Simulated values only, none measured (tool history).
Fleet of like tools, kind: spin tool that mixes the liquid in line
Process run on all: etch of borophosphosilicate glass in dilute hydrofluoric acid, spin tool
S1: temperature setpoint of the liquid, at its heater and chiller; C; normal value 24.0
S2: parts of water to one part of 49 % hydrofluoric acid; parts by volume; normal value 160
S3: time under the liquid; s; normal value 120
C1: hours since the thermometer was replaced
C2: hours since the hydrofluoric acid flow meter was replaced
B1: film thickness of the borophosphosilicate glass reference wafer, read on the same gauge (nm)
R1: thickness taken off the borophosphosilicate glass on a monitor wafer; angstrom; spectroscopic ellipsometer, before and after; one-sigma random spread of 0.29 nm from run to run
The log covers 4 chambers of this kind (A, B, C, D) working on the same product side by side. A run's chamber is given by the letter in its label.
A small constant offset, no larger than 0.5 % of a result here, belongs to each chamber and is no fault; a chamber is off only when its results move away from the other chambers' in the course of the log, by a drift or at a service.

run 1D hour=15.4 | S1=24.0 S2=160 S3=120 | C1=841.1 C2=133.3 | B1=79.991 | R1=383.35
run 2C hour=28.4 | S1=24.0 S2=160 S3=120 | C1=513.7 C2=374.5 | B1=80.004 | R1=377.22
run 3A hour=38.5 | S1=24.0 S2=160 S3=120 | C1=280.2 C2=80.9 | B1=80.022 | R1=379.40
run 4B hour=50.2 | S1=24.0 S2=160 S3=120 | C1=1820.5 C2=947.0 | B1=80.025 | R1=379.12
run 5A hour=63.8 | S1=24.0 S2=160 S3=120 | C1=305.5 C2=106.2 | B1=79.966 | R1=379.66
run 6C hour=78.2 | S1=24.0 S2=160 S3=120 | C1=563.5 C2=424.3 | B1=79.988 | R1=376.25
run 7D hour=93.0 | S1=24.0 S2=85 S3=120 | C1=918.7 C2=210.9 | B1=79.994 | R1=783.44
run 8B hour=104.9 | S1=24.0 S2=85 S3=120 | C1=1875.2 C2=1001.7 | B1=79.990 | R1=775.94
run 9B hour=118.0 | S1=24.0 S2=85 S3=120 | C1=1888.3 C2=1014.8 | B1=80.010 | R1=792.46
run 10C hour=133.3 | S1=24.0 S2=85 S3=120 | C1=618.6 C2=479.4 | B1=80.011 | R1=776.98
run 11D hour=148.8 | S1=24.0 S2=160 S3=120 | C1=974.5 C2=266.7 | B1=80.014 | R1=378.30
run 12A hour=160.7 | S1=24.0 S2=160 S3=120 | C1=402.4 C2=203.1 | B1=79.997 | R1=381.49
run 13D hour=169.0 | S1=24.0 S2=160 S3=120 | C1=994.7 C2=286.9 | B1=80.008 | R1=385.24
run 14A hour=177.7 | S1=24.0 S2=160 S3=180 | C1=419.4 C2=220.1 | B1=80.029 | R1=572.30
-- hour=180.7 chamber C: hydrofluoric acid flow meter replaced
run 15C hour=186.6 | S1=24.0 S2=160 S3=180 | C1=671.9 C2=5.9 | B1=79.983 | R1=580.53
run 16B hour=198.8 | S1=24.0 S2=160 S3=180 | C1=1969.1 C2=1095.6 | B1=80.009 | R1=594.75
run 17C hour=213.8 | S1=24.0 S2=160 S3=180 | C1=699.1 C2=33.1 | B1=79.992 | R1=569.04
run 18B hour=221.8 | S1=24.0 S2=160 S3=120 | C1=1992.1 C2=1118.6 | B1=80.016 | R1=396.77
run 19A hour=229.7 | S1=24.0 S2=160 S3=120 | C1=471.4 C2=272.1 | B1=79.977 | R1=383.14
run 20D hour=245.2 | S1=24.0 S2=160 S3=120 | C1=1070.9 C2=363.1 | B1=79.969 | R1=376.11
run 21A hour=254.0 | S1=24.0 S2=160 S3=120 | C1=495.7 C2=296.4 | B1=79.987 | R1=380.97
run 22D hour=262.5 | S1=24.0 S2=160 S3=120 | C1=1088.2 C2=380.4 | B1=79.983 | R1=381.77
run 23B hour=277.6 | S1=24.0 S2=160 S3=120 | C1=2047.9 C2=1174.4 | B1=80.024 | R1=400.40
run 24C hour=290.9 | S1=27.5 S2=160 S3=50 | C1=776.2 C2=110.2 | B1=79.976 | R1=178.87
run 25D hour=300.9 | S1=27.5 S2=160 S3=50 | C1=1126.6 C2=418.8 | B1=80.011 | R1=181.89
run 26C hour=315.4 | S1=27.5 S2=160 S3=50 | C1=800.7 C2=134.7 | B1=80.003 | R1=181.60

Is one chamber off against the others, does the gauge drift, or is nothing wrong? If a chamber is off, say which, and what the likeliest cause is.

Little by little, chamber B moves away from the other chambers.
Most likely cause: liquid hotter than its thermometer reads (K) = 2.08.
It could be hard to tell apart here from: hydrofluoric acid flow above the setpoint (%).

Here are 4 candidates for chamber B's next run, each the usual settings with a change, their results left as question marks. Which one brings its results back in line with what the others give on the usual settings?
To be in line, a result may differ from the other chambers' mean on the usual settings by at most: R1 10.00 angstrom
run 27B-1 hour=326.6 | S1=24.0 S2=150 S3=120 | R1=?
run 27B-2 hour=326.6 | S1=24.0 S2=165 S3=120 | R1=?
run 27B-3 hour=326.6 | S1=24.0 S2=155 S3=120 | R1=?
run 27B-4 hour=326.6 | S1=24.0 S2=165 S3=115 | R1=?

On the usual settings, the other chambers give on average: R1 381.14 angstrom
run=27B-1 R1=446.84
run=27B-2 R1=399.12
run=27B-3 R1=429.87
run=27B-4 R1=382.49
The right change is 27B-4: it brings the chamber back within the allowed miss of the others.
